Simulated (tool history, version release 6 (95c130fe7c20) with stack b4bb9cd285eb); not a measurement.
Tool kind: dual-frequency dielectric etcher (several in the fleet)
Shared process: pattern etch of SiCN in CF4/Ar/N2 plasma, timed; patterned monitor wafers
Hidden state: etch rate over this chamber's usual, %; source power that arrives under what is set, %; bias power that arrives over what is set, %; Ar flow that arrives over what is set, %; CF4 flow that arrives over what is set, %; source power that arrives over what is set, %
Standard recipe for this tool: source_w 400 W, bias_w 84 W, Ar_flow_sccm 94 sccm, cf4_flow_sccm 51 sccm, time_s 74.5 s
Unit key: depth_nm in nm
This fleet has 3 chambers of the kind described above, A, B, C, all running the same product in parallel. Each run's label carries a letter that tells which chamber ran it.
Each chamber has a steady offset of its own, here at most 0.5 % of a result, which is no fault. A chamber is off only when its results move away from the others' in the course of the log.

run  hour  source_w  bias_w  Ar_flow_sccm  cf4_flow_sccm  time_s  hours since the last wet clean  hours since the last source power generator calibration  hours since the last bias power generator calibration  hours since the last Ar flow controller change  hours since the last CF4 flow controller change  read-back reference wafer on the same gauge, depth_nm  depth_nm
 1A   2.8       400      84            94             51    74.5                           218.6                                                     2069                                                 1610.6                                          1019.3                                           2051.8                                                 56.943    58.741
 2C   5.4       400      84            94             51    74.5                            94.5                                                   1502.8                                                  398.7                                           635.8                                           2383.4                                                 56.894    59.089
 3B  10.7       400      84            94             51    74.5                           168.5                                                    781.5                                                 2155.3                                          1783.1                                             1338                                                 56.845    58.891
 4B  14.8       400      84            94             51    74.5                           172.6                                                    785.6                                                 2159.4                                          1787.2                                           1342.1                                                 56.826    59.397
 5C  20.2       400      84            94             51    74.5                           109.3                                                   1517.6                                                  413.5                                           650.6                                           2398.2                                                 56.867    59.402
 6A  23.2       400      84            94             51    74.5                             239                                                   2089.4                                                   1631                                          1039.7                                           2072.2                                                 56.878    58.737
 7A  27.5       400      84            94             51    74.5                           243.3                                                   2093.7                                                 1635.3                                            1044                                           2076.5                                                 56.921    58.932
 8C    30       400      84            94             51    74.5                           119.1                                                   1527.4                                                  423.3                                           660.4                                             2408                                                   56.9    59.004
 9B    33       400      84            94             51    74.5                           190.8                                                    803.8                                                 2177.6                                          1805.4                                           1360.3                                                 56.874    58.725
10C  38.1       400      84            94             51    74.5                           127.2                                                   1535.5                                                  431.4                                           668.5                                           2416.1                                                  56.94    58.816
     39.6  -- chamber B: Ar flow controller replaced
11B  41.9       400      84            94             51    74.5                           199.7                                                    812.7                                                 2186.5                                             2.3                                           1369.2                                                 56.879    59.227
     47.5  -- chamber A: source power generator calibrated
12A  47.5       400      84            94             51    74.5                           263.3                                                      0.1                                                 1655.3                                            1064                                           2096.5                                                 56.883    56.138
13B    51       400      84            94             51    74.5                           208.8                                                    821.8                                                 2195.6                                            11.4                                           1378.3                                                 56.934    59.205
14A  54.5       400      84            94             51    74.5                           270.3                                                      7.1                                                 1662.3                                            1071                                           2103.5                                                 56.956    56.568
15C  59.6       400      84            94             51    74.5                           148.7                                                     1557                                                  452.9                                             690                                           2437.6                                                 56.946    58.846
16B  65.2       400      84            94             51    74.5                             223                                                      836                                                 2209.8                                            25.6                                           1392.5                                                 56.876    59.883
17C    70       400      84            94             51    74.5                           159.1                                                   1567.4                                                  463.3                                           700.4                                             2448                                                 56.891    58.627
18A  75.3       400      84            94             51    74.5                           291.1                                                     27.9                                                 1683.1                                          1091.8                                           2124.3                                                 56.902    56.213
19C  79.5       400      84            94             51    74.5                           168.6                                                   1576.9                                                  472.8                                           709.9                                           2457.5                                                 56.878     58.56
20B    82       400      84            94             51    74.5                           239.8                                                    852.8                                                 2226.6                                            42.4                                           1409.3                                                  56.81    59.214
21A  86.5       400      84            94             51    74.5                           302.3                                                     39.1                                                 1694.3                                            1103                                           2135.5                                                 56.953    56.392

All 3 chambers run these settings next. Forecast each chamber's results:
22A  90.6       330      84            94             51    74.5                                                                                                                                                                                                                                                                                                                 ?
22B  90.6       330      84            94             51    74.5                                                                                                                                                                                                                                                                                                                 ?
22C  90.6       330      84            94             51    74.5                                                                                                                                                                                                                                                                                                                 ?

run  depth_nm
22A    47.451
22B    50.091
22C    49.582
